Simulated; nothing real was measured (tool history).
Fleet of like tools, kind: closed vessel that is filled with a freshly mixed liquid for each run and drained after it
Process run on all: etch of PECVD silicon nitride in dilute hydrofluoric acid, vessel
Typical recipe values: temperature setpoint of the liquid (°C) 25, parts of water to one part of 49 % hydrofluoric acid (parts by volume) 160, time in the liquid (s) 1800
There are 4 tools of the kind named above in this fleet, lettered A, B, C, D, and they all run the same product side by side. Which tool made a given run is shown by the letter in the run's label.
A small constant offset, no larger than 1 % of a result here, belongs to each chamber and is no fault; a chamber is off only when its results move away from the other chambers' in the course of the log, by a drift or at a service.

run	hour	temperature setpoint of the liquid (°C)	parts of water to one part of 49 % hydrofluoric acid (parts by volume)	time in the liquid (s)	hours since the thermometer was replaced	hours since the hydrofluoric acid flow meter was replaced	read-back film thickness of the PECVD silicon nitride reference wafer, read on the same gauge (nm)	thickness taken off the PECVD silicon nitride on a monitor wafer (Å)
1A	7.6	25	160	1800	305.1	1724.4	110.00	204.890
2B	12.4	25	160	1800	1778.1	32.0	110.02	203.940
3D	19.4	25	160	1800	104.6	47.4	110.00	205.300
4C	26.5	25	160	1800	1056.6	343.0	110.01	203.940
5A	35.6	25	160	1800	333.1	1752.4	110.01	205.340
6D	43.0	25	160	1800	128.2	71.0	110.00	205.090
7B	48.5	25	205	1800	1814.2	68.1	110.01	159.910
8C	54.4	25	205	1800	1084.5	370.9	110.01	159.890
9C	60.6	25	205	1800	1090.7	377.1	109.97	158.830
10B	67.1	25	205	1800	1832.8	86.7	110.01	159.160
11A	75.2	25	160	1800	372.7	1792.0	110.00	206.140
12D	84.5	25	235	770	169.7	112.5	109.98	59.682
13A	90.2	25	235	770	387.7	1807.0	110.02	60.264
14D	96.8	25	235	770	182.0	124.8	109.99	59.752
15B	106.3	25	235	770	1872.0	125.9	110.00	59.761
16C	114.6	25	160	1800	1144.7	431.1	110.02	204.360
17C	123.1	25	160	1800	1153.2	439.6	110.02	204.940
18A	129.3	25	160	1800	426.8	1846.1	109.98	205.840
19D	137.5	28	160	1800	222.7	165.5	109.98	245.880
20B	145.1	28	160	1800	1910.8	164.7	109.99	246.040
21D	153.5	28	160	1800	238.7	181.5	110.00	247.000
22A	159.7	28	160	1800	457.2	1876.5	109.99	245.970
23B	166.5	25	160	1800	1932.2	186.1	109.98	205.100
24C	173.7	25	160	1800	1203.8	490.2	109.98	203.880
25B	179.7	25	160	1800	1945.4	199.3	110.03	204.850
26C	189.5	25	205	1800	1219.6	506.0	110.01	158.770
27A	195.0	25	205	1800	492.5	1911.8	110.00	162.320
28D	202.8	25	205	1800	288.0	230.8	110.00	160.170
29D	210.9	25	205	1800	296.1	238.9	110.01	159.280

All 4 chambers run these settings next. Forecast each chamber's results:
30A	218.2	25	85	1800				?
30B	218.2	25	85	1800				?
30C	218.2	25	85	1800				?
30D	218.2	25	85	1800				?

run	thickness taken off the PECVD silicon nitride on a monitor wafer (Å)
30A	383.720
30B	385.730
30C	381.770
30D	383.460

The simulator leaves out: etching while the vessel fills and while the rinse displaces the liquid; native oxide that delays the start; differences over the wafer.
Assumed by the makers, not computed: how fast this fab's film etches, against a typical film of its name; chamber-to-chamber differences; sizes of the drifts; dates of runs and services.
